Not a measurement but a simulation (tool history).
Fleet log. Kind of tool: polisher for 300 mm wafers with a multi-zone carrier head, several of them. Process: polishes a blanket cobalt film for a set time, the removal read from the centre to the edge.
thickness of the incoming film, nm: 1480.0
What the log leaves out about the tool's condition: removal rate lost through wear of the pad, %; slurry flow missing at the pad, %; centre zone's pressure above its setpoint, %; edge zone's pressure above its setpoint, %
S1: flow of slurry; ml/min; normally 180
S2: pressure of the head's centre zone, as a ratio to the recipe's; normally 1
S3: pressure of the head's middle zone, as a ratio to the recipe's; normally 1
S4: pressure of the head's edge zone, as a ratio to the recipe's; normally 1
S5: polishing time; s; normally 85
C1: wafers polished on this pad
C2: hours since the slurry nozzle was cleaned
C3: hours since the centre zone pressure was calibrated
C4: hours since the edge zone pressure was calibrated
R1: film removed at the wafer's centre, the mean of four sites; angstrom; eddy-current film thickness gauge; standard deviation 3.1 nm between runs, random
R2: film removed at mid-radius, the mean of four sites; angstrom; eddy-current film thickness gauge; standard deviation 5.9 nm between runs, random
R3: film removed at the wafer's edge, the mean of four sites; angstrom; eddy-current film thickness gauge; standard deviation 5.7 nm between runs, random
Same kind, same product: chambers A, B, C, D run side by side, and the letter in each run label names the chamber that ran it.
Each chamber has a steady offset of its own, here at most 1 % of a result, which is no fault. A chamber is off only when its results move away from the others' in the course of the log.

run   hour   S1    S2    S3   S4  S5   C1     C2     C3     C4      R1      R2      R3
       4.1  -- chamber D: worn pad replaced by a new one
 1B    4.7  180     1     1    1  85  228  162.7   70.4  494.4  3978.1  3985.7  3864.2
 2A    8.9  180     1     1    1  85  154  152.8  731.6  419.3  4010.7  4015.1  3931.4
 3C   11.2  180     1     1    1  85  292  398.5  473.7  344.7    3956  4021.5  3994.9
 4D   13.7  180     1     1    1  85   64  311.3  129.8    576  3980.7  3940.2  4031.8
 5C     17  180  0.94  1.06    1  85  330  404.3  479.5  350.5  3725.5    4201  4068.5
 6B   21.1  180  0.94  1.06    1  85  338  179.1   86.8  510.8  3754.3  4263.3  4045.8
 7A     24  180  0.94  1.06    1  85  255  167.9  746.7  434.4  3722.8  4282.9  3991.3
 8D   27.3  180  0.94  1.06    1  85  155  324.9  143.4  589.6  3731.1  4264.4  4052.5
 9C   29.9  180     1     1    1  85  416  417.2  492.4  363.4  3967.9    3970  3917.2
10B   33.5  180     1     1    1  85  420  191.5   99.2  523.2  4026.2  4016.4  3942.9
11D   35.6  180     1     1    1  85  210  333.2  151.7  597.9  3957.6  3865.5  3905.6
12A     40  180     1     1    1  85  362  183.9  762.7  450.4  4013.5  4003.8  4055.7
13A   43.7  180     1     1    1  85  387  187.6  766.4  454.1  4002.3  3958.2  3996.8
14C   47.9  180     1     1    1  85  536  435.2  510.4  381.4  3972.6  3960.4  4067.7
15D   52.2  180     1     1    1  85  321  349.8  168.3  614.5  3932.9  3936.3  4112.6
16B   55.6  180     1     1    1  85  568  213.6  121.3  545.3  3928.8  3985.6  4143.1
17C   57.9  120     1     1  0.9  85  603  445.2  520.4  391.4  3646.6  3672.9    3639
18B   62.2  120     1     1  0.9  85  612  220.2  127.9  551.9    3653  3630.4  3666.1
19A   66.1  120     1     1  0.9  85  536    210  788.8  476.5  3622.9  3662.8  3560.3
20D     70  120     1     1  0.9  85  440  367.6  186.1  632.3  3597.2  3642.8  3580.9
21A   72.2  180     1     1    1  85  577  216.1  794.9  482.6  4003.3  4079.7  3999.7
22C   75.4  180     1     1    1  85  720  462.7  537.9  408.9  3974.4  3977.7  4043.5
23D   79.1  180     1     1    1  85  500  376.7  195.2  641.4  3917.9  4004.9  3956.1
24B   81.8  180     1     1    1  85  743  239.8  147.5  571.5  3960.1  3990.8  3970.4
25D     85  180     1     1    1  85  540  382.6  201.1  647.3  3988.5  4142.7  4047.7
      86.7  -- chamber D: edge zone pressure recalibrated
26C   89.6  180     1     1    1  85  815  476.9  552.1  423.1  3993.2    4013  4104.4
27B   93.2  180     1     1    1  85  819  251.2  158.9  582.9  3985.1  3992.6  3933.2
28A   96.4  180     1     1    1  85  738  240.3  819.1  506.8  3966.8  3944.5  4070.3
      97.6  -- chamber B: worn pad replaced by a new one
29D   98.5  180     1     1    1  85  630  396.1  214.6   11.9  3932.5  3940.1  4020.7
30A  102.5  180     1     1    1  85  779  246.4  825.2  512.9  3977.2    3985  4135.6
     104.3  -- chamber C: worn pad replaced by a new one
31B  106.3  180     1     1    1  85   58  264.3    172    596  3983.8  4009.2  3983.8
32C  110.6  180     1     1    1  85   42  497.9  573.1  444.1  3949.4  3926.7  4101.7
33D  113.9  180     1     1    1  85  732  411.5    230   27.3  3926.6  4087.9    3996
     115.9  -- chamber A: worn pad replaced by a new one
34B  116.7  180     1     1    1  85  127  274.7  182.4  606.4  3963.1  4052.9  4029.5
35C  121.4  180     1     1    1  85  114  508.7  583.9  454.9  3945.2  4000.7    4050
36A  124.3  180     1     1    1  96   56  268.2    847  534.7  4482.3  4493.5  4550.9

Predict what each chamber gives when all 4 of them run the settings below next.
37A  127.7  180   1   1   1  101                   ?   ?   ?
37B  127.7  180   1   1   1  101                   ?   ?   ?
37C  127.7  180   1   1   1  101                   ?   ?   ?
37D  127.7  180   1   1   1  101                   ?   ?   ?

run      R1      R2      R3
37A  4723.2  4836.1  4793.4
37B  4720.4  4716.9  4709.9
37C  4738.6  4803.7  4696.1
37D  4727.5  4661.3    4728

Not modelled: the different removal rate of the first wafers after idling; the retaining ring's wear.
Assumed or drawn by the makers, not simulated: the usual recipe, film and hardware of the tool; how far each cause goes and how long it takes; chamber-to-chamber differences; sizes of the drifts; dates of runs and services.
